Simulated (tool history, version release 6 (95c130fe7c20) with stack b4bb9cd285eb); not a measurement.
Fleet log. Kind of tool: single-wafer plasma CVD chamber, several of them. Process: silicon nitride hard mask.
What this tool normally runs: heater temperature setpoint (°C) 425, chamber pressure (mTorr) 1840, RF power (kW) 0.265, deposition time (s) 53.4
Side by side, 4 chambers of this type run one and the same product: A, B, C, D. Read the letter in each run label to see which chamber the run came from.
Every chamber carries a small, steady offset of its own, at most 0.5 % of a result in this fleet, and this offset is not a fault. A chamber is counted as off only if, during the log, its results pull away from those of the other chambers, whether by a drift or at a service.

run,hour,heater temperature setpoint (°C),chamber pressure (mTorr),RF power (kW),deposition time (s),hours since the last thermocouple change,hours since the last RF generator calibration,hours since the last manometer calibration,"read-back reference wafer on the same gauge, thickness_nm",mean film thickness on the monitor wafer (nm)
1D,2.6,425,1840,0.265,53.4,253.1,488.0,2584.2,62.190,57.966
2A,7.9,425,1840,0.265,53.4,2210.6,92.1,1667.6,62.184,57.966
3C,13.7,425,1840,0.265,53.4,2474.4,1393.1,2172.2,62.164,57.817
4B,19.6,425,1840,0.265,53.4,988.1,1839.4,796.8,62.162,57.751
5D,22.7,425,1840,0.265,53.4,273.2,508.1,2604.3,62.143,57.801
6A,26.4,425,1840,0.265,53.4,2229.1,110.6,1686.1,62.144,57.921
7B,29.9,425,1840,0.265,53.4,998.4,1849.7,807.1,62.154,57.701
8C,35.2,425,1840,0.265,53.4,2495.9,1414.6,2193.7,62.109,57.666
9B,38.0,425,1840,0.265,53.4,1006.5,1857.8,815.2,62.121,57.718
10A,43.1,425,1840,0.265,53.4,2245.8,127.3,1702.8,62.145,57.859
11D,46.1,425,1840,0.265,53.4,296.6,531.5,2627.7,62.111,57.887
12C,49.0,425,1840,0.265,47.9,2509.7,1428.4,2207.5,62.098,51.813
13D,54.4,425,1840,0.265,47.9,304.9,539.8,2636.0,62.092,51.913
14C,59.2,425,1840,0.265,47.9,2519.9,1438.6,2217.7,62.072,51.682
15A,62.1,425,1840,0.265,47.9,2264.8,146.3,1721.8,62.094,51.969
16B,68.1,425,1840,0.265,53.4,1036.6,1887.9,845.3,62.071,57.793
17B,72.2,425,1440,0.265,53.4,1040.7,1892.0,849.4,62.053,53.844
18D,77.5,425,1440,0.265,53.4,328.0,562.9,2659.1,62.070,53.984
19A,82.9,425,1440,0.265,53.4,2285.6,167.1,1742.6,62.067,53.814
20C,88.8,425,1440,0.265,53.4,2549.5,1468.2,2247.3,62.060,53.713
21C,94.0,425,2100,0.225,53.4,2554.7,1473.4,2252.5,62.034,53.360
22B,99.4,425,2100,0.225,53.4,1067.9,1919.2,876.6,62.048,52.874
23D,103.4,425,2100,0.225,53.4,353.9,588.8,2685.0,62.012,53.351
24A,109.2,425,2100,0.225,53.4,2311.9,193.4,1768.9,62.008,53.308
25B,113.9,425,1840,0.265,53.4,1082.4,1933.7,891.1,61.985,57.600
26D,119.0,425,1840,0.265,53.4,369.5,604.4,2700.6,61.993,57.638
27A,123.7,425,1840,0.265,53.4,2326.4,207.9,1783.4,61.958,57.863
28C,127.5,425,1840,0.265,53.4,2588.2,1506.9,2286.0,61.976,57.632
# hour 130.5: chamber C: capacitance manometer re-zeroed and calibrated
29C,130.6,425,1840,0.265,59.7,2591.3,1510.0,0.1,61.950,64.423
30A,135.6,425,1840,0.265,59.7,2338.3,219.8,1795.3,61.987,64.474
31B,139.1,425,1840,0.265,59.7,1107.6,1958.9,916.3,61.950,64.316
32D,142.4,425,1840,0.265,59.7,392.9,627.8,2724.0,61.948,64.705
33D,145.5,425,1840,0.265,53.4,396.0,630.9,2727.1,61.919,57.680
34A,149.3,425,1840,0.265,53.4,2352.0,233.5,1809.0,61.950,57.696
35B,154.4,425,1840,0.265,53.4,1122.9,1974.2,931.6,61.929,57.353
# hour 155.5: chamber A: thermocouple changed; heater temperature recalibrated
36C,157.0,413,1480,0.265,53.4,2617.7,1536.4,26.5,61.919,54.291
37D,163.0,413,1480,0.265,53.4,413.5,648.4,2744.6,61.920,54.544
38A,167.3,413,1480,0.265,53.4,11.8,251.5,1827.0,61.914,54.338
39B,170.8,413,1480,0.265,53.4,1139.3,1990.6,948.0,61.904,54.425

Each of the 4 chambers runs these same settings next. Fill in every chamber's results:
40A,175.2,425,2260,0.265,53.4,,,,,?
40B,175.2,425,2260,0.265,53.4,,,,,?
40C,175.2,425,2260,0.265,53.4,,,,,?
40D,175.2,425,2260,0.265,53.4,,,,,?

run,mean film thickness on the monitor wafer (nm)
40A,60.895
40B,60.704
40C,60.894
40D,60.674

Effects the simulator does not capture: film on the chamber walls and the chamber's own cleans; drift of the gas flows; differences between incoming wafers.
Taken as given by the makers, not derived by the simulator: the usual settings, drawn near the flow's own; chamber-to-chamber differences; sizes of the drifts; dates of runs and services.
